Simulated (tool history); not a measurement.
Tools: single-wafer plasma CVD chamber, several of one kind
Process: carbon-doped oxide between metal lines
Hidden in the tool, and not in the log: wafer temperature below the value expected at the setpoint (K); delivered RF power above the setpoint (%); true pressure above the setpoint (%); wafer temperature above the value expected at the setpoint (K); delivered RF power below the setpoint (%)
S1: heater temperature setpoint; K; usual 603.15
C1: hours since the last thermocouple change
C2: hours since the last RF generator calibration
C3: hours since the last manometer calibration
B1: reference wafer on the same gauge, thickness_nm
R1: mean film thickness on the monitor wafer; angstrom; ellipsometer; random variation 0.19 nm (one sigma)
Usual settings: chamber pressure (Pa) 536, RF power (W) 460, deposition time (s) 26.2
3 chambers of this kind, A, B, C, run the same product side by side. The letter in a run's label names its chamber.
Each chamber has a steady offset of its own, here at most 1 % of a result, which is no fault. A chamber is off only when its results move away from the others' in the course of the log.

run 1C hour=11.4 | S1=603.15 chamber_pressure_(Pa)=536 RF_power_(W)=460 deposition_time_(s)=26.2 | C1=964.8 C2=1023.1 C3=257.1 | B1=148.00 | R1=1320.8
run 2A hour=23.3 | S1=603.15 chamber_pressure_(Pa)=536 RF_power_(W)=460 deposition_time_(s)=26.2 | C1=2486.0 C2=483.3 C3=2481.1 | B1=147.94 | R1=1316.5
-- hour=27.6 chamber A: thermocouple changed; heater temperature recalibrated
run 3B hour=37.2 | S1=603.15 chamber_pressure_(Pa)=536 RF_power_(W)=460 deposition_time_(s)=26.2 | C1=356.4 C2=241.2 C3=1690.8 | B1=147.95 | R1=1313.2
run 4B hour=47.4 | S1=603.15 chamber_pressure_(Pa)=536 RF_power_(W)=460 deposition_time_(s)=26.2 | C1=366.6 C2=251.4 C3=1701.0 | B1=147.92 | R1=1313.6
run 5A hour=64.0 | S1=603.15 chamber_pressure_(Pa)=536 RF_power_(W)=460 deposition_time_(s)=26.2 | C1=36.5 C2=524.0 C3=2521.8 | B1=147.93 | R1=1313.4
-- hour=70.3 chamber A: capacitance manometer re-zeroed and calibrated
run 6C hour=79.0 | S1=603.15 chamber_pressure_(Pa)=536 RF_power_(W)=460 deposition_time_(s)=26.2 | C1=1032.4 C2=1090.7 C3=324.7 | B1=147.87 | R1=1322.5
run 7B hour=93.2 | S1=603.15 chamber_pressure_(Pa)=536 RF_power_(W)=460 deposition_time_(s)=26.2 | C1=412.4 C2=297.2 C3=1746.8 | B1=147.83 | R1=1312.5
run 8C hour=104.7 | S1=603.15 chamber_pressure_(Pa)=536 RF_power_(W)=460 deposition_time_(s)=26.2 | C1=1058.1 C2=1116.4 C3=350.4 | B1=147.80 | R1=1321.3
run 9A hour=117.0 | S1=603.15 chamber_pressure_(Pa)=536 RF_power_(W)=460 deposition_time_(s)=26.2 | C1=89.5 C2=577.0 C3=46.7 | B1=147.77 | R1=1313.9
run 10B hour=127.0 | S1=603.15 chamber_pressure_(Pa)=536 RF_power_(W)=460 deposition_time_(s)=26.2 | C1=446.2 C2=331.0 C3=1780.6 | B1=147.71 | R1=1312.8
run 11A hour=134.5 | S1=603.15 chamber_pressure_(Pa)=536 RF_power_(W)=535 deposition_time_(s)=21.2 | C1=107.0 C2=594.5 C3=64.2 | B1=147.77 | R1=1175.1
-- hour=148.3 chamber B: capacitance manometer re-zeroed and calibrated
run 12C hour=150.2 | S1=603.15 chamber_pressure_(Pa)=536 RF_power_(W)=535 deposition_time_(s)=21.2 | C1=1103.6 C2=1161.9 C3=395.9 | B1=147.68 | R1=1175.3
run 13A hour=160.8 | S1=603.15 chamber_pressure_(Pa)=536 RF_power_(W)=535 deposition_time_(s)=21.2 | C1=133.3 C2=620.8 C3=90.5 | B1=147.65 | R1=1173.7
run 14C hour=170.1 | S1=594.15 chamber_pressure_(Pa)=536 RF_power_(W)=460 deposition_time_(s)=26.2 | C1=1123.5 C2=1181.8 C3=415.8 | B1=147.70 | R1=1362.8
run 15B hour=185.5 | S1=594.15 chamber_pressure_(Pa)=536 RF_power_(W)=460 deposition_time_(s)=26.2 | C1=504.7 C2=389.5 C3=37.3 | B1=147.71 | R1=1353.9
run 16B hour=197.5 | S1=594.15 chamber_pressure_(Pa)=536 RF_power_(W)=460 deposition_time_(s)=26.2 | C1=516.7 C2=401.5 C3=49.3 | B1=147.67 | R1=1353.2
run 17A hour=208.2 | S1=603.15 chamber_pressure_(Pa)=536 RF_power_(W)=460 deposition_time_(s)=29.2 | C1=180.7 C2=668.2 C3=137.9 | B1=147.57 | R1=1458.6
run 18C hour=216.9 | S1=603.15 chamber_pressure_(Pa)=536 RF_power_(W)=460 deposition_time_(s)=29.2 | C1=1170.3 C2=1228.6 C3=462.6 | B1=147.69 | R1=1468.7
run 19A hour=226.1 | S1=603.15 chamber_pressure_(Pa)=536 RF_power_(W)=460 deposition_time_(s)=29.2 | C1=198.6 C2=686.1 C3=155.8 | B1=147.58 | R1=1463.6
run 20C hour=236.7 | S1=603.15 chamber_pressure_(Pa)=536 RF_power_(W)=545 deposition_time_(s)=23.9 | C1=1190.1 C2=1248.4 C3=482.4 | B1=147.58 | R1=1338.9
run 21B hour=248.4 | S1=603.15 chamber_pressure_(Pa)=536 RF_power_(W)=545 deposition_time_(s)=23.9 | C1=567.6 C2=452.4 C3=100.2 | B1=147.54 | R1=1334.1
run 22C hour=258.6 | S1=603.15 chamber_pressure_(Pa)=536 RF_power_(W)=545 deposition_time_(s)=23.9 | C1=1212.0 C2=1270.3 C3=504.3 | B1=147.57 | R1=1336.4
run 23A hour=267.2 | S1=609.15 chamber_pressure_(Pa)=536 RF_power_(W)=460 deposition_time_(s)=26.2 | C1=239.7 C2=727.2 C3=196.9 | B1=147.58 | R1=1287.1
run 24B hour=280.7 | S1=609.15 chamber_pressure_(Pa)=536 RF_power_(W)=460 deposition_time_(s)=26.2 | C1=599.9 C2=484.7 C3=132.5 | B1=147.54 | R1=1281.2
run 25B hour=290.2 | S1=609.15 chamber_pressure_(Pa)=536 RF_power_(W)=460 deposition_time_(s)=26.2 | C1=609.4 C2=494.2 C3=142.0 | B1=147.52 | R1=1285.0
run 26C hour=298.1 | S1=603.15 chamber_pressure_(Pa)=536 RF_power_(W)=460 deposition_time_(s)=26.2 | C1=1251.5 C2=1309.8 C3=543.8 | B1=147.52 | R1=1315.0
run 27A hour=307.7 | S1=603.15 chamber_pressure_(Pa)=536 RF_power_(W)=460 deposition_time_(s)=26.2 | C1=280.2 C2=767.7 C3=237.4 | B1=147.45 | R1=1311.5
run 28B hour=322.3 | S1=603.15 chamber_pressure_(Pa)=536 RF_power_(W)=460 deposition_time_(s)=26.2 | C1=641.5 C2=526.3 C3=174.1 | B1=147.46 | R1=1307.4
run 29A hour=332.5 | S1=603.15 chamber_pressure_(Pa)=536 RF_power_(W)=460 deposition_time_(s)=26.2 | C1=305.0 C2=792.5 C3=262.2 | B1=147.42 | R1=1311.3
run 30C hour=342.5 | S1=603.15 chamber_pressure_(Pa)=536 RF_power_(W)=460 deposition_time_(s)=26.2 | C1=1295.9 C2=1354.2 C3=588.2 | B1=147.40 | R1=1316.0
run 31C hour=350.9 | S1=603.15 chamber_pressure_(Pa)=536 RF_power_(W)=405 deposition_time_(s)=26.2 | C1=1304.3 C2=1362.6 C3=596.6 | B1=147.33 | R1=1201.6
run 32A hour=360.4 | S1=603.15 chamber_pressure_(Pa)=536 RF_power_(W)=405 deposition_time_(s)=26.2 | C1=332.9 C2=820.4 C3=290.1 | B1=147.40 | R1=1195.5
run 33B hour=374.0 | S1=603.15 chamber_pressure_(Pa)=536 RF_power_(W)=405 deposition_time_(s)=26.2 | C1=693.2 C2=578.0 C3=225.8 | B1=147.29 | R1=1190.6
run 34C hour=381.4 | S1=603.15 chamber_pressure_(Pa)=536 RF_power_(W)=460 deposition_time_(s)=26.2 | C1=1334.8 C2=1393.1 C3=627.1 | B1=147.34 | R1=1316.7
run 35B hour=395.9 | S1=603.15 chamber_pressure_(Pa)=536 RF_power_(W)=460 deposition_time_(s)=26.2 | C1=715.1 C2=599.9 C3=247.7 | B1=147.26 | R1=1305.4
run 36A hour=408.5 | S1=603.15 chamber_pressure_(Pa)=536 RF_power_(W)=460 deposition_time_(s)=26.2 | C1=381.0 C2=868.5 C3=338.2 | B1=147.22 | R1=1310.5
run 37B hour=420.4 | S1=603.15 chamber_pressure_(Pa)=536 RF_power_(W)=460 deposition_time_(s)=26.2 | C1=739.6 C2=624.4 C3=272.2 | B1=147.28 | R1=1305.9
run 38A hour=431.3 | S1=603.15 chamber_pressure_(Pa)=536 RF_power_(W)=460 deposition_time_(s)=26.2 | C1=403.8 C2=891.3 C3=361.0 | B1=147.20 | R1=1308.6
run 39C hour=447.8 | S1=603.15 chamber_pressure_(Pa)=536 RF_power_(W)=460 deposition_time_(s)=26.2 | C1=1401.2 C2=1459.5 C3=693.5 | B1=147.19 | R1=1313.5
run 40A hour=462.4 | S1=616.15 chamber_pressure_(Pa)=536 RF_power_(W)=460 deposition_time_(s)=21.3 | C1=434.9 C2=922.4 C3=392.1 | B1=147.15 | R1=1024.5
run 41B hour=473.4 | S1=616.15 chamber_pressure_(Pa)=536 RF_power_(W)=460 deposition_time_(s)=21.3 | C1=792.6 C2=677.4 C3=325.2 | B1=147.19 | R1=1021.4

All 3 chambers run these settings next. Forecast each chamber's results:
run 42A hour=485.4 | S1=603.15 chamber_pressure_(Pa)=536 RF_power_(W)=510 deposition_time_(s)=26.2 | R1=?
run 42B hour=485.4 | S1=603.15 chamber_pressure_(Pa)=536 RF_power_(W)=510 deposition_time_(s)=26.2 | R1=?
run 42C hour=485.4 | S1=603.15 chamber_pressure_(Pa)=536 RF_power_(W)=510 deposition_time_(s)=26.2 | R1=?

run=42A R1=1399.0
run=42B R1=1397.9
run=42C R1=1400.4

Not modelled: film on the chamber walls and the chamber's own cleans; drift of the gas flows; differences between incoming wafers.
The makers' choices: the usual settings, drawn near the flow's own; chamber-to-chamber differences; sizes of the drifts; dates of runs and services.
